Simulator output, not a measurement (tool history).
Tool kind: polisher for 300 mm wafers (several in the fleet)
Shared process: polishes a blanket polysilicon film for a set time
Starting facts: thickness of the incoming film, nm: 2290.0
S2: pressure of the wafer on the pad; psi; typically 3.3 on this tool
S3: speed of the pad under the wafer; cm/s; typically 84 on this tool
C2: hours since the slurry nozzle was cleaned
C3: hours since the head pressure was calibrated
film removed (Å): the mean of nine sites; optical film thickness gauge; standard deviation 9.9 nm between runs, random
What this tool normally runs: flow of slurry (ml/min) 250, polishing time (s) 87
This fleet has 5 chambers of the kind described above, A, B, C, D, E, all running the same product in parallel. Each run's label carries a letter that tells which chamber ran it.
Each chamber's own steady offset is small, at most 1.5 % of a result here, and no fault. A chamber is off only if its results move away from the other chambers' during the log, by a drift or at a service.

Run 1B, hour 7.1: usual settings; wafers polished on this pad 326; C2 225.2; C3 446.4. Result: film removed (Å) 7311.4.
Run 2D, hour 10.4: usual settings; wafers polished on this pad 505; C2 341.8; C3 1013.6. Result: film removed (Å) 7148.4.
Run 3E, hour 15.5: usual settings; wafers polished on this pad 306; C2 232.5; C3 1100.8. Result: film removed (Å) 7180.6.
At hour 16.3: chamber D: slurry nozzle cleaned.
At hour 19.2: chamber A: worn pad replaced by a new one.
Run 4C, hour 19.8: usual settings; wafers polished on this pad 302; C2 608.9; C3 264.9. Result: film removed (Å) 7463.5.
Run 5A, hour 25.6: usual settings; wafers polished on this pad 53; C2 406.2; C3 205.2. Result: film removed (Å) 7206.0.
At hour 29.1: chamber D: worn pad replaced by a new one.
At hour 30.2: chamber B: worn pad replaced by a new one.
Run 6D, hour 31.1: usual settings; wafers polished on this pad 16; C2 14.9; C3 1034.3. Result: film removed (Å) 7388.7.
Run 7E, hour 38.0: usual settings; wafers polished on this pad 491; C2 255.0; C3 1123.3. Result: film removed (Å) 7206.0.
Run 8C, hour 45.1: usual settings; wafers polished on this pad 510; C2 634.2; C3 290.2. Result: film removed (Å) 7185.0.
Run 9A, hour 49.7: usual settings; wafers polished on this pad 251; C2 430.3; C3 229.3. Result: film removed (Å) 7201.5.
Run 10B, hour 54.8: usual settings but S3 72 cm/s; wafers polished on this pad 202; C2 272.9; C3 494.1. Result: film removed (Å) 6124.1.
At hour 61.2: chamber E: head pressure recalibrated.
Run 11D, hour 62.0: usual settings but S3 72 cm/s; wafers polished on this pad 270; C2 45.8; C3 1065.2. Result: film removed (Å) 6294.7.
At hour 65.7: chamber E: worn pad replaced by a new one.
Run 12B, hour 66.4: usual settings but S3 72 cm/s; wafers polished on this pad 297; C2 284.5; C3 505.7. Result: film removed (Å) 6175.9.
Run 13C, hour 70.6: usual settings but S3 72 cm/s; wafers polished on this pad 719; C2 659.7; C3 315.7. Result: film removed (Å) 6252.4.
At hour 73.2: chamber C: worn pad replaced by a new one.
Run 14A, hour 77.1: usual settings but S3 72 cm/s; wafers polished on this pad 476; C2 457.7; C3 256.7. Result: film removed (Å) 6215.1.
Run 15E, hour 81.7: usual settings; wafers polished on this pad 131; C2 298.7; C3 20.6. Result: film removed (Å) 7703.8.
At hour 85.0: chamber C: slurry nozzle cleaned.
Run 16A, hour 86.0: usual settings but flow of slurry (ml/min) 225, S3 108 cm/s; wafers polished on this pad 549; C2 466.6; C3 265.6. Result: film removed (Å) 9472.2.
Run 17C, hour 89.4: usual settings but flow of slurry (ml/min) 225, S3 108 cm/s; wafers polished on this pad 133; C2 4.5; C3 334.5. Result: film removed (Å) 9360.0.
Run 18D, hour 94.0: usual settings but flow of slurry (ml/min) 225, S3 108 cm/s; wafers polished on this pad 533; C2 77.8; C3 1097.2. Result: film removed (Å) 9072.4.
At hour 97.4: chamber B: worn pad replaced by a new one.
Run 19E, hour 98.5: usual settings but flow of slurry (ml/min) 225, S3 108 cm/s; wafers polished on this pad 269; C2 315.5; C3 37.4. Result: film removed (Å) 9838.2.
Run 20B, hour 101.7: usual settings but flow of slurry (ml/min) 225, S3 108 cm/s; wafers polished on this pad 35; C2 319.8; C3 541.0. Result: film removed (Å) 9285.6.
Run 21D, hour 106.7: usual settings; wafers polished on this pad 637; C2 90.5; C3 1109.9. Result: film removed (Å) 7275.3.
At hour 110.9: chamber D: worn pad replaced by a new one.
Run 22E, hour 112.4: usual settings; wafers polished on this pad 384; C2 329.4; C3 51.3. Result: film removed (Å) 7826.0.
Run 23B, hour 119.4: usual settings; wafers polished on this pad 180; C2 337.5; C3 558.7. Result: film removed (Å) 7118.3.
At hour 122.3: chamber A: worn pad replaced by a new one.
Run 24C, hour 123.5: usual settings; wafers polished on this pad 413; C2 38.6; C3 368.6. Result: film removed (Å) 7361.9.
Run 25A, hour 130.1: usual settings but S3 62 cm/s; wafers polished on this pad 64; C2 510.7; C3 309.7. Result: film removed (Å) 5346.2.
Run 26E, hour 137.5: usual settings but S3 62 cm/s; wafers polished on this pad 590; C2 354.5; C3 76.4. Result: film removed (Å) 5861.8.
Run 27C, hour 141.4: usual settings but S3 62 cm/s; wafers polished on this pad 560; C2 56.5; C3 386.5. Result: film removed (Å) 5332.9.
At hour 145.6: chamber A: head pressure recalibrated.
Run 28A, hour 147.7: usual settings but S3 62 cm/s; wafers polished on this pad 209; C2 528.3; C3 2.2. Result: film removed (Å) 5529.1.
At hour 148.4: chamber E: worn pad replaced by a new one.
Run 29B, hour 151.1: usual settings but S3 62 cm/s; wafers polished on this pad 441; C2 369.2; C3 590.4. Result: film removed (Å) 5116.7.
Run 30D, hour 157.7: usual settings; wafers polished on this pad 385; C2 141.5; C3 1160.9. Result: film removed (Å) 7221.5.
At hour 162.0: chamber C: worn pad replaced by a new one.
Run 31C, hour 164.3: usual settings; wafers polished on this pad 19; C2 79.4; C3 409.4. Result: film removed (Å) 7274.0.
Run 32B, hour 168.6: usual settings; wafers polished on this pad 584; C2 386.7; C3 607.9. Result: film removed (Å) 7174.2.
Run 33A, hour 173.2: usual settings; wafers polished on this pad 418; C2 553.8; C3 27.7. Result: film removed (Å) 7068.9.
Run 34E, hour 179.2: usual settings; wafers polished on this pad 253; C2 396.2; C3 118.1. Result: film removed (Å) 7814.4.
Run 35D, hour 184.8: usual settings; wafers polished on this pad 607; C2 168.6; C3 1188.0. Result: film removed (Å) 7187.3.
Run 36E, hour 188.3: usual settings; wafers polished on this pad 328; C2 405.3; C3 127.2. Result: film removed (Å) 7847.4.

The same settings go to every chamber for the next run, one line per chamber below. Forecast the results for each:
Run 37A, hour 193.7: usual settings. Result: film removed (Å) ?.
Run 37B, hour 193.7: usual settings. Result: film removed (Å) ?.
Run 37C, hour 193.7: usual settings. Result: film removed (Å) ?.
Run 37D, hour 193.7: usual settings. Result: film removed (Å) ?.
Run 37E, hour 193.7: usual settings. Result: film removed (Å) ?.

run  film removed (Å)
37A            7262.3
37B            7326.6
37C            7282.7
37D            7082.3
37E            7696.7

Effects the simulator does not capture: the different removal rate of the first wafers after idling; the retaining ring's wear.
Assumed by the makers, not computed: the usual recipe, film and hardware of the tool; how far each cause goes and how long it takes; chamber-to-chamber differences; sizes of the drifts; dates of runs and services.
